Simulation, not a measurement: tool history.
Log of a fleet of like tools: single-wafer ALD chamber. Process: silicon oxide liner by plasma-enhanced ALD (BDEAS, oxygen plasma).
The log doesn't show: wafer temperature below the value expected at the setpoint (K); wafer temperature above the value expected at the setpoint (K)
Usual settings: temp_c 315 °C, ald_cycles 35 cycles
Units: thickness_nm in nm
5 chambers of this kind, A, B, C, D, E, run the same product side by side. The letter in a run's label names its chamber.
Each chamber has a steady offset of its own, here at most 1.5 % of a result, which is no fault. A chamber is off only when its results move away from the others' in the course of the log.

run   hour  temp_c  ald_cycles  hours since the last thermocouple change  read-back reference wafer on the same gauge, thickness_nm  thickness_nm
 1A    6.4     315          35                                     485.1                                                     3.7903        3.1805
 2C   16.9     315          35                                    2102.1                                                     3.7911        3.1956
 3B   27.7     315          35                                     181.6                                                     3.7904        3.1572
 4E   36.9     315          35                                     495.9                                                     3.7913        3.1769
 5D   43.9     315          35                                    1083.9                                                     3.7922        3.2046
 6E   52.9     315          35                                     511.9                                                     3.7926        3.1796
 7D   61.5     315          32                                    1101.5                                                     3.7926        2.9317
 8A   69.8     315          32                                     548.5                                                     3.7942        2.9108
 9B     79     315          32                                     232.9                                                     3.7958        2.8878
10C   85.4     315          32                                    2170.6                                                     3.7945        2.9166
11A   92.7     315          32                                     571.4                                                     3.7939        2.9122
12B  103.6     315          35                                     257.5                                                      3.795        3.1552
13E  114.6     315          35                                     573.6                                                     3.7963        3.1739
14C  122.6     315          38                                    2207.8                                                      3.796         3.465
15D  130.8     315          38                                    1170.8                                                     3.7966        3.4816
16C    138     315          38                                    2223.2                                                     3.7976        3.4755
17E  148.8     315          38                                     607.8                                                     3.7981        3.4481
18D  159.2     315          38                                    1199.2                                                     3.7985        3.4834
19A  167.2     315          35                                     645.9                                                     3.7986        3.1844
20B  175.8     315          35                                     329.7                                                     3.8006        3.1543
21C  181.3     315          35                                    2266.5                                                     3.7998        3.1934
22A  189.7     315          35                                     668.4                                                     3.8002        3.1926
23B  199.4     315          35                                     353.3                                                     3.8003          3.16
24D  210.6     315          35                                    1250.6                                                     3.8025        3.2166
25E    218     315          35                                       677                                                     3.8018        3.1798
26D  224.5     315          35                                    1264.5                                                      3.802        3.2145
27E  233.6     315          35                                     692.6                                                     3.8032        3.1849
28A  240.5     315          35                                     719.2                                                     3.8015         3.186
29C  251.4     315          35                                    2336.6                                                      3.803        3.1984
30B  259.4     315          35                                     413.3                                                     3.8033        3.1671
31A  270.7     315          35                                     749.4                                                     3.8048        3.1918
32B  280.2     315          35                                     434.1                                                     3.8049        3.1644
33E  285.8     315          35                                     744.8                                                     3.8047        3.1873
34C  295.4     315          35                                    2380.6                                                     3.8058        3.2057
35D  300.9     315          35                                    1340.9                                                     3.8065        3.2194
36A    311     315          35                                     789.7                                                     3.8065        3.1877

All 5 chambers run these settings next. Forecast each chamber's results:
37A  319.1     315          35                                                                                                                  ?
37B  319.1     315          35                                                                                                                  ?
37C  319.1     315          35                                                                                                                  ?
37D  319.1     315          35                                                                                                                  ?
37E  319.1     315          35                                                                                                                  ?

run  thickness_nm
37A        3.1926
37B        3.1646
37C         3.203
37D        3.2163
37E        3.1882
